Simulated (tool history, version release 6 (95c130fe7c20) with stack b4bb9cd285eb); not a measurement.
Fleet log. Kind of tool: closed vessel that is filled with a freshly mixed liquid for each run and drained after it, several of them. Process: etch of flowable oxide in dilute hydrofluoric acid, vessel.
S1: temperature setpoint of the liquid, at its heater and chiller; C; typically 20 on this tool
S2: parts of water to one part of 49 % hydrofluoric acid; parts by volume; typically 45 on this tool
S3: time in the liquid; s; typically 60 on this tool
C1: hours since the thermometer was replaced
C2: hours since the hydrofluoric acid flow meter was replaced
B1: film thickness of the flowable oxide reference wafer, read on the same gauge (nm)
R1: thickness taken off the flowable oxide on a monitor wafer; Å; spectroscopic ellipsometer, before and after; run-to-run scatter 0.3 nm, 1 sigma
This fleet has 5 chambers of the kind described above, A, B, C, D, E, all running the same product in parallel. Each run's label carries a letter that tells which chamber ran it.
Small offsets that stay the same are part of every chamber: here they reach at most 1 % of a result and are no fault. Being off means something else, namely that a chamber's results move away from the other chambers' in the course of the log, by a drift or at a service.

Run 1C, hour 10.1: usual settings; C1 2263.6; C2 61.5; B1 89.999. Result: R1 314.27 Å.
Run 2A, hour 16.6: usual settings; C1 1213.1; C2 1695.4; B1 89.952. Result: R1 316.97 Å.
Run 3E, hour 23.2: usual settings; C1 2019; C2 923.3; B1 90.02. Result: R1 326 Å.
Run 4D, hour 35.6: usual settings; C1 1309.2; C2 960.7; B1 90.003. Result: R1 320.58 Å.
At hour 41.7: chamber A: hydrofluoric acid flow meter replaced.
Run 5B, hour 47.9: usual settings; C1 93.7; C2 509.7; B1 89.999. Result: R1 315.83 Å.
Run 6B, hour 59.4: usual settings; C1 105.2; C2 521.2; B1 90.01. Result: R1 314.03 Å.
Run 7D, hour 64.9: usual settings; C1 1338.5; C2 990; B1 90.01. Result: R1 316.51 Å.
Run 8A, hour 76.7: usual settings but S1 22 C, S2 55 parts by volume; C1 1273.2; C2 35.1; B1 89.993. Result: R1 279.34 Å.
At hour 79.5: chamber C: thermometer replaced.
Run 9C, hour 87.6: usual settings but S1 22 C, S2 55 parts by volume; C1 8.1; C2 139; B1 89.99. Result: R1 281.44 Å.
Run 10E, hour 97.4: usual settings but S1 22 C, S2 55 parts by volume; C1 2093.2; C2 997.5; B1 90.004. Result: R1 284.39 Å.
Run 11A, hour 105.8: usual settings but S1 22 C, S2 55 parts by volume; C1 1302.3; C2 64.2; B1 89.96. Result: R1 273.88 Å.
Run 12D, hour 118: usual settings but S1 22 C, S2 55 parts by volume; C1 1391.6; C2 1043.1; B1 89.991. Result: R1 277.84 Å.
Run 13B, hour 128.8: usual settings but S2 60 parts by volume, S3 70 s; C1 174.6; C2 590.6; B1 90.005. Result: R1 271.67 Å.
Run 14C, hour 141.1: usual settings but S2 60 parts by volume, S3 70 s; C1 61.6; C2 192.5; B1 89.999. Result: R1 275.66 Å.
Run 15E, hour 152.6: usual settings but S2 60 parts by volume, S3 70 s; C1 2148.4; C2 1052.7; B1 90.007. Result: R1 274.31 Å.
Run 16A, hour 161.9: usual settings but S2 60 parts by volume, S3 70 s; C1 1358.4; C2 120.3; B1 90.025. Result: R1 273.51 Å.
Run 17C, hour 172.6: usual settings but S2 60 parts by volume, S3 70 s; C1 93.1; C2 224; B1 89.996. Result: R1 278.45 Å.
Run 18D, hour 179.8: usual settings; C1 1453.4; C2 1104.9; B1 90.027. Result: R1 317.96 Å.
Run 19B, hour 186.7: usual settings; C1 232.5; C2 648.5; B1 90.012. Result: R1 319.21 Å.
Run 20E, hour 198: usual settings but S1 17 C, S2 60 parts by volume; C1 2193.8; C2 1098.1; B1 90.021. Result: R1 210.01 Å.
Run 21A, hour 210: usual settings but S1 17 C, S2 60 parts by volume; C1 1406.5; C2 168.4; B1 90.037. Result: R1 203.98 Å.
Run 22C, hour 217.3: usual settings but S1 17 C, S2 60 parts by volume; C1 137.8; C2 268.7; B1 90.054. Result: R1 206.22 Å.
Run 23D, hour 224.8: usual settings but S1 17 C, S2 60 parts by volume; C1 1498.4; C2 1149.9; B1 90. Result: R1 200.09 Å.
Run 24B, hour 233.2: usual settings but S1 17 C, S2 60 parts by volume; C1 279; C2 695; B1 90.029. Result: R1 208.55 Å.
Run 25E, hour 242: usual settings; C1 2237.8; C2 1142.1; B1 89.99. Result: R1 323.23 Å.
Run 26C, hour 249.6: usual settings; C1 170.1; C2 301; B1 89.979. Result: R1 318.19 Å.
Run 27E, hour 257.4: usual settings; C1 2253.2; C2 1157.5; B1 89.994. Result: R1 323.21 Å.
Run 28D, hour 265.8: usual settings; C1 1539.4; C2 1190.9; B1 90.024. Result: R1 303.39 Å.
Run 29A, hour 274.3: usual settings; C1 1470.8; C2 232.7; B1 89.997. Result: R1 314.04 Å.
Run 30B, hour 281.5: usual settings; C1 327.3; C2 743.3; B1 89.99. Result: R1 319.12 Å.
Run 31E, hour 292.3: usual settings but S3 30 s; C1 2288.1; C2 1192.4; B1 89.989. Result: R1 161.62 Å.
Run 32C, hour 304: usual settings but S3 30 s; C1 224.5; C2 355.4; B1 89.998. Result: R1 160.74 Å.
Run 33B, hour 312.2: usual settings but S3 30 s; C1 358; C2 774; B1 89.992. Result: R1 158.27 Å.
Run 34A, hour 323.8: usual settings but S3 30 s; C1 1520.3; C2 282.2; B1 89.987. Result: R1 154.95 Å.
Run 35D, hour 333.7: usual settings but S3 30 s; C1 1607.3; C2 1258.8; B1 89.983. Result: R1 147.73 Å.
Run 36B, hour 344.8: usual settings; C1 390.6; C2 806.6; B1 90.023. Result: R1 318.42 Å.

Is one chamber out of step, is the gauge drifting, or do the chambers differ by no more than their own small offsets? For an off chamber, give its letter and the likeliest cause.

Little by little, chamber D moves away from the other chambers.
Likeliest cause: liquid colder than its thermometer reads (K) = 2.17.
From this log alone, it may not be told apart from: hydrofluoric acid flow below the setpoint (%).

Here are 4 candidates for chamber D's next run, each the usual settings with a change, their results left as question marks. Which one brings its results back in line with what the others give on the usual settings?
A result is in line if it is within this distance of the other chambers' mean on the usual settings: R1 11 Å
Run 37D-1, hour 353.8: usual settings but S1 20.5 C. Result: R1 ?.
Run 37D-2, hour 353.8: usual settings but S3 55 s. Result: R1 ?.
Run 37D-3, hour 353.8: usual settings but S3 65 s. Result: R1 ?.
Run 37D-4, hour 353.8: usual settings but S1 19.5 C. Result: R1 ?.

On the usual settings, the other chambers give on average: R1 319.07 Å
  run      R1
37D-1  296.73
37D-2  266.07
37D-3  314.44
37D-4  284.02
37D-3 is the one that brings the chamber's results back in line with the other chambers.
